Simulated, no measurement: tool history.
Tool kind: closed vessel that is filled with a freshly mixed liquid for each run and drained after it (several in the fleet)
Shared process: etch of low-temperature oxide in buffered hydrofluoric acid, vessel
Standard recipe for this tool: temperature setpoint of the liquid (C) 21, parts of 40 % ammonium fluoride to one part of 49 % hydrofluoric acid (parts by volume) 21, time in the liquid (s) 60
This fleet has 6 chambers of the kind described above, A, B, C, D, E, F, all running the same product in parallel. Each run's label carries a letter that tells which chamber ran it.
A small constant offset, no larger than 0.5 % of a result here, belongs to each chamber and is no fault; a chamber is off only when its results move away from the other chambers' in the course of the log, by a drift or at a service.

run	hour	temperature setpoint of the liquid (C)	parts of 40 % ammonium fluoride to one part of 49 % hydrofluoric acid (parts by volume)	time in the liquid (s)	hours since the thermometer was replaced	hours since the hydrofluoric acid flow meter was replaced	read-back film thickness of the low-temperature oxide reference wafer, read on the same gauge (nm)	thickness taken off the low-temperature oxide on a monitor wafer (Å)
1D	4.8	21	21	60	364	916.3	120	1109.5
2A	9	21	21	60	677	1112.1	119.97	1099.9
# hour 11.7: chamber F: hydrofluoric acid flow meter replaced
3C	13.2	21	21	60	770.2	376.8	119.99	1090.8
4E	16.9	21	21	60	992.2	1323.1	120	1092.8
5F	20.4	21	21	60	80.5	8.8	119.99	1099.1
6B	25.9	21	21	60	780	1607.5	119.99	1099.7
# hour 27.2: chamber A: thermometer replaced
7D	31.7	18	21	75	390.9	943.2	120.02	1174.5
8F	36	18	21	75	96.1	24.4	119.99	1162.2
9A	40.6	18	21	75	13.5	1143.7	120.02	1158.1
10C	43.8	18	21	75	800.8	407.4	119.99	1153.5
11E	47.7	18	21	75	1023	1353.9	119.99	1143.7
12B	51.5	18	21	75	805.6	1633.1	120	1161.1
13C	54.7	21	21	60	811.7	418.3	119.99	1086.1
14F	58.1	21	21	60	118.2	46.5	120.01	1097.1
15D	63.9	21	21	60	423.1	975.4	120.01	1096.2
16A	67.6	23	21	60	40.5	1170.7	120	1225.5
17E	71.8	23	21	60	1047.1	1378	119.98	1236.5
18B	74.7	23	21	60	828.8	1656.3	119.99	1219.4
19A	79.7	23	21	60	52.6	1182.8	120.01	1224.4
20E	83.5	23	21	60	1058.8	1389.7	119.99	1234
21F	87.3	23	21	60	147.4	75.7	119.99	1232.9
22B	93	21	14.5	90	847.1	1674.6	119.99	2311.3
23C	96.4	21	14.5	90	853.4	460	119.97	2251.6
24D	101.3	21	14.5	90	460.5	1012.8	120.01	2372.1
25C	104.8	21	14.5	90	861.8	468.4	120	2222.6
# hour 107.1: chamber E: thermometer replaced
26B	110.4	21	14.5	90	864.5	1692	120	2296.1
27F	115.3	21	14.5	90	175.4	103.7	119.98	2318.8
28E	118.9	21	21	60	11.9	1425.1	119.99	1106.2
29A	121.9	21	21	60	94.8	1225	120	1096.5
30D	126.9	21	21	60	486.1	1038.4	119.99	1090.3
31C	131.8	21	21	60	888.8	495.4	120.03	1049.2
32A	136.4	21	21	60	109.3	1239.5	119.99	1077.4
33B	141.6	21	21	60	895.7	1723.2	120.02	1106.1
34D	145.6	25	21	60	504.8	1057.1	120	1376.5
35E	150.9	25	21	60	43.9	1457.1	120.01	1372.9
36F	154.1	25	21	60	214.2	142.5	120	1351.6
37A	158.2	25	21	60	131.1	1261.3	120	1385.8
38E	162.2	25	21	60	55.2	1468.4	120.02	1372.7
39C	167.4	25	21	60	924.4	531	120	1264.5

All chambers now run identical settings, listed one chamber a line with results as question marks. What results will each chamber show?
40A	171.6	21	21	60				?
40B	171.6	21	21	60				?
40C	171.6	21	21	60				?
40D	171.6	21	21	60				?
40E	171.6	21	21	60				?
40F	171.6	21	21	60				?

run	thickness taken off the low-temperature oxide on a monitor wafer (Å)
40A	1086.9
40B	1102.2
40C	1011.8
40D	1097.1
40E	1102.1
40F	1118.5
